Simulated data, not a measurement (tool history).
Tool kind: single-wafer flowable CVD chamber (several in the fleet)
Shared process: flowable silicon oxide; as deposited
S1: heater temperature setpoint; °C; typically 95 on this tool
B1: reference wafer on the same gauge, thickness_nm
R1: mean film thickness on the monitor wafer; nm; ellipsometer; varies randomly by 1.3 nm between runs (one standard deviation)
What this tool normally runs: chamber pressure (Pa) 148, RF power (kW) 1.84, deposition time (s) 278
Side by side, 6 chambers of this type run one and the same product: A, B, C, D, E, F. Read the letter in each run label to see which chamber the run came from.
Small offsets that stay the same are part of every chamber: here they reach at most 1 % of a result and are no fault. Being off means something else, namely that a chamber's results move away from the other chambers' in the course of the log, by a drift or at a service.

At day 0.071: chamber C: RF generator calibrated.
Run 1F, day 0.321: usual settings; B1 244.99. Result: R1 290.86 nm.
Run 2C, day 0.662: usual settings; B1 245.01. Result: R1 291.03 nm.
Run 3E, day 1.029: usual settings; B1 244.85. Result: R1 287.85 nm.
Run 4A, day 1.508: usual settings; B1 245.04. Result: R1 292.27 nm.
Run 5B, day 1.904: usual settings; B1 245.02. Result: R1 287.84 nm.
Run 6D, day 2.138: usual settings; B1 245.02. Result: R1 296.4 nm.
Run 7E, day 2.638: usual settings but RF power (kW) 2.08, deposition time (s) 299; B1 244.9. Result: R1 320.08 nm.
Run 8B, day 3.038: usual settings but RF power (kW) 2.08, deposition time (s) 299; B1 245.07. Result: R1 319.69 nm.
Run 9F, day 3.367: usual settings but RF power (kW) 2.08, deposition time (s) 299; B1 245.04. Result: R1 319.86 nm.
Run 10D, day 3.871: usual settings but RF power (kW) 2.08, deposition time (s) 299; B1 244.79. Result: R1 324.27 nm.
Run 11A, day 4.296: usual settings but RF power (kW) 2.08, deposition time (s) 299; B1 245.18. Result: R1 321.85 nm.
At day 4.571: chamber C: capacitance manometer re-zeroed and calibrated.
Run 12C, day 4.7: usual settings but RF power (kW) 2.08, deposition time (s) 299; B1 244.76. Result: R1 313.83 nm.
Run 13C, day 5.154: usual settings; B1 245.18. Result: R1 286.42 nm.
Run 14E, day 5.379: usual settings; B1 245.04. Result: R1 289.12 nm.
Run 15A, day 5.612: usual settings; B1 245.19. Result: R1 293.66 nm.
Run 16F, day 6.033: usual settings; B1 245. Result: R1 288.47 nm.
Run 17B, day 6.492: usual settings; B1 244.87. Result: R1 289.84 nm.
Run 18D, day 6.875: usual settings; B1 244.89. Result: R1 292.85 nm.
Run 19C, day 7.329: usual settings; B1 244.75. Result: R1 286.76 nm.
Run 20A, day 7.675: usual settings; B1 245.31. Result: R1 293.98 nm.
Run 21E, day 8.133: usual settings; B1 244.69. Result: R1 293.03 nm.
Run 22D, day 8.55: usual settings; B1 245.14. Result: R1 294.84 nm.
Run 23B, day 8.925: usual settings; B1 244.94. Result: R1 289.43 nm.
Run 24F, day 9.358: usual settings; B1 245.02. Result: R1 289.19 nm.
At day 9.379: chamber D: capacitance manometer re-zeroed and calibrated.
Run 25D, day 9.846: usual settings; B1 244.73. Result: R1 294.4 nm.
At day 10.225: chamber B: thermocouple changed; heater temperature recalibrated.
Run 26E, day 10.329: usual settings; B1 244.94. Result: R1 291.39 nm.
Run 27F, day 10.779: usual settings; B1 245.01. Result: R1 289.42 nm.
Run 28C, day 11.071: usual settings; B1 244.82. Result: R1 281.37 nm.
Run 29B, day 11.508: usual settings; B1 245.11. Result: R1 291.42 nm.
Run 30A, day 11.912: usual settings; B1 245.13. Result: R1 294.52 nm.
Run 31F, day 12.417: usual settings; B1 244.67. Result: R1 288.49 nm.
Run 32C, day 12.704: usual settings; B1 244.92. Result: R1 279.26 nm.
Run 33B, day 13.108: usual settings; B1 244.86. Result: R1 289.75 nm.
Run 34E, day 13.483: usual settings but S1 102 °C, chamber pressure (Pa) 131; B1 244.97. Result: R1 197.64 nm.
Run 35A, day 13.762: usual settings but S1 102 °C, chamber pressure (Pa) 131; B1 244.86. Result: R1 201.81 nm.
Run 36D, day 14.029: usual settings but S1 102 °C, chamber pressure (Pa) 131; B1 244.91. Result: R1 201.21 nm.
Run 37C, day 14.308: usual settings but S1 102 °C, chamber pressure (Pa) 131; B1 245.11. Result: R1 191.18 nm.
Run 38A, day 14.542: usual settings but S1 102 °C, chamber pressure (Pa) 131; B1 244.97. Result: R1 201.4 nm.
Run 39B, day 14.942: usual settings but S1 102 °C, chamber pressure (Pa) 131; B1 245.1. Result: R1 197.4 nm.
Run 40E, day 15.229: usual settings; B1 245.14. Result: R1 290.44 nm.
Run 41D, day 15.554: usual settings; B1 244.9. Result: R1 293.87 nm.

Each of the 6 chambers runs these same settings next. Fill in every chamber's results:
Run 42A, day 15.917: usual settings but S1 105 °C. Result: R1 ?.
Run 42B, day 15.917: usual settings but S1 105 °C. Result: R1 ?.
Run 42C, day 15.917: usual settings but S1 105 °C. Result: R1 ?.
Run 42D, day 15.917: usual settings but S1 105 °C. Result: R1 ?.
Run 42E, day 15.917: usual settings but S1 105 °C. Result: R1 ?.
Run 42F, day 15.917: usual settings but S1 105 °C. Result: R1 ?.

run      R1
42A   209.8
42B  206.87
42C  199.18
42D   211.8
42E  207.49
42F  206.59
